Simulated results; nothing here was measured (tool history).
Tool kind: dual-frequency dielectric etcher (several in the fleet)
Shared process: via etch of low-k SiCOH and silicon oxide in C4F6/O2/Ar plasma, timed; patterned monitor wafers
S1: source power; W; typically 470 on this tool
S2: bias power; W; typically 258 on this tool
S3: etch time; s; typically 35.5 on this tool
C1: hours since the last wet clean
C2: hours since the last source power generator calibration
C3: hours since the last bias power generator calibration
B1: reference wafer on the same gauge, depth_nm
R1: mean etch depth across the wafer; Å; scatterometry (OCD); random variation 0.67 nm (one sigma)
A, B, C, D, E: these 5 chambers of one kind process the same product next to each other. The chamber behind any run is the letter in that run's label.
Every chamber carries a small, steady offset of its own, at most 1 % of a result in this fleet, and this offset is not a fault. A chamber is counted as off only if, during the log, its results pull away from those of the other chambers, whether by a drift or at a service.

At day 0.096: chamber C: bias power generator calibrated.
Run 1D, day 0.175: usual settings; C1 331.4; C2 928; C3 3031.9; B1 117.89. Result: R1 994.79 Å.
Run 2B, day 0.467: usual settings; C1 56.2; C2 2054.3; C3 966.3; B1 117.96. Result: R1 1015.3 Å.
Run 3A, day 0.608: usual settings; C1 287.5; C2 993.3; C3 1655.5; B1 118.01. Result: R1 1002.7 Å.
Run 4C, day 0.888: usual settings; C1 375.2; C2 1429.3; C3 19.1; B1 118.06. Result: R1 1000.9 Å.
Run 5E, day 1.15: usual settings; C1 409.8; C2 1414.8; C3 3399.4; B1 118.02. Result: R1 994.11 Å.
Run 6B, day 1.358: usual settings; C1 77.6; C2 2075.7; C3 987.7; B1 117.9. Result: R1 1012.4 Å.
Run 7E, day 1.562: usual settings; C1 419.7; C2 1424.7; C3 3409.3; B1 117.96. Result: R1 1009.9 Å.
Run 8A, day 1.762: usual settings; C1 315.2; C2 1021; C3 1683.2; B1 118.19. Result: R1 1003.3 Å.
Run 9C, day 2.1: usual settings; C1 404.3; C2 1458.4; C3 48.2; B1 117.95. Result: R1 1006.6 Å.
Run 10D, day 2.4: usual settings but S2 201 W; C1 384.8; C2 981.4; C3 3085.3; B1 118.01. Result: R1 921.05 Å.
At day 2.517: chamber D: wet clean of the chamber.
Run 11D, day 2.6: usual settings but S2 201 W; C1 2; C2 986.2; C3 3090.1; B1 118.02. Result: R1 923.04 Å.
At day 2.821: chamber C: wet clean of the chamber.
Run 12B, day 2.9: usual settings but S2 201 W; C1 114.6; C2 2112.7; C3 1024.7; B1 117.83. Result: R1 917.92 Å.
Run 13A, day 3.058: usual settings but S2 201 W; C1 346.3; C2 1052.1; C3 1714.3; B1 117.9. Result: R1 925.55 Å.
Run 14C, day 3.279: usual settings but S2 201 W; C1 11; C2 1486.7; C3 76.5; B1 117.99. Result: R1 890.4 Å.
Run 15E, day 3.512: usual settings; C1 466.5; C2 1471.5; C3 3456.1; B1 117.74. Result: R1 1007.4 Å.
Run 16C, day 3.712: usual settings; C1 21.4; C2 1497.1; C3 86.9; B1 118.07. Result: R1 967.03 Å.
Run 17B, day 3.862: usual settings; C1 137.7; C2 2135.8; C3 1047.8; B1 118.36. Result: R1 1003.6 Å.
Run 18A, day 4.125: usual settings; C1 371.9; C2 1077.7; C3 1739.9; B1 118.17. Result: R1 993.28 Å.
Run 19D, day 4.433: usual settings; C1 46; C2 1030.2; C3 3134.1; B1 117.94. Result: R1 990.03 Å.
Run 20E, day 4.721: usual settings; C1 495.5; C2 1500.5; C3 3485.1; B1 118.08. Result: R1 995.82 Å.
Run 21B, day 4.925: usual settings; C1 163.2; C2 2161.3; C3 1073.3; B1 117.68. Result: R1 1025.4 Å.
Run 22C, day 5.192: usual settings but S1 510 W, S2 319 W; C1 56.9; C2 1532.6; C3 122.4; B1 117.86. Result: R1 1072.2 Å.
Run 23A, day 5.388: usual settings but S1 510 W, S2 319 W; C1 402.2; C2 1108; C3 1770.2; B1 117.98. Result: R1 1106.6 Å.
Run 24E, day 5.671: usual settings but S1 510 W, S2 319 W; C1 518.3; C2 1523.3; C3 3507.9; B1 118.05. Result: R1 1128.3 Å.
Run 25D, day 5.896: usual settings but S1 510 W, S2 319 W; C1 81.1; C2 1065.3; C3 3169.2; B1 118.12. Result: R1 1104.6 Å.
Run 26B, day 6.05: usual settings but S1 510 W, S2 319 W; C1 190.2; C2 2188.3; C3 1100.3; B1 117.88. Result: R1 1119.3 Å.
Run 27E, day 6.258: usual settings; C1 532.4; C2 1537.4; C3 3522; B1 117.86. Result: R1 994.14 Å.
At day 6.354: chamber A: wet clean of the chamber.
Run 28A, day 6.538: usual settings; C1 4.5; C2 1135.6; C3 1797.8; B1 117.82. Result: R1 1005 Å.
Run 29D, day 6.871: usual settings; C1 104.5; C2 1088.7; C3 3192.6; B1 117.89. Result: R1 1009.4 Å.
Run 30C, day 7.138: usual settings; C1 103.6; C2 1579.3; C3 169.1; B1 118.19. Result: R1 975 Å.
Run 31D, day 7.396: usual settings; C1 117.1; C2 1101.3; C3 3205.2; B1 117.89. Result: R1 1011.1 Å.
Run 32B, day 7.733: usual settings; C1 230.6; C2 2228.7; C3 1140.7; B1 117.77. Result: R1 1009.1 Å.

One chamber off, gauge drift, or nothing amiss beyond the chambers' own small offsets? If it is a chamber, which one, and what is the likeliest cause?

A service left chamber C off against the others.
Cause: etch rate under this chamber's usual, % = 3.56.

Below are 4 candidate recipes for chamber C's next run, each the usual settings with a change, their results shown as question marks. Which of them brings C's results back in line with what the other chambers give on the usual settings?
In line here means within this much of the mean the other chambers give on the usual settings: R1 24 Å
Run 33C-1, day 7.971: usual settings but S2 256 W, S3 34.5 s. Result: R1 ?.
Run 33C-2, day 7.971: usual settings but S2 286 W. Result: R1 ?.
Run 33C-3, day 7.971: usual settings but S3 38.5 s. Result: R1 ?.
Run 33C-4, day 7.971: usual settings but S1 460 W, S2 254 W, S3 33 s. Result: R1 ?.

The other chambers' mean on the usual settings: R1 1003.6 Å
  run      R1
33C-1  940.03
33C-2  1004.7
33C-3  1051.8
33C-4  889.54
33C-2 brings the chamber back in line.
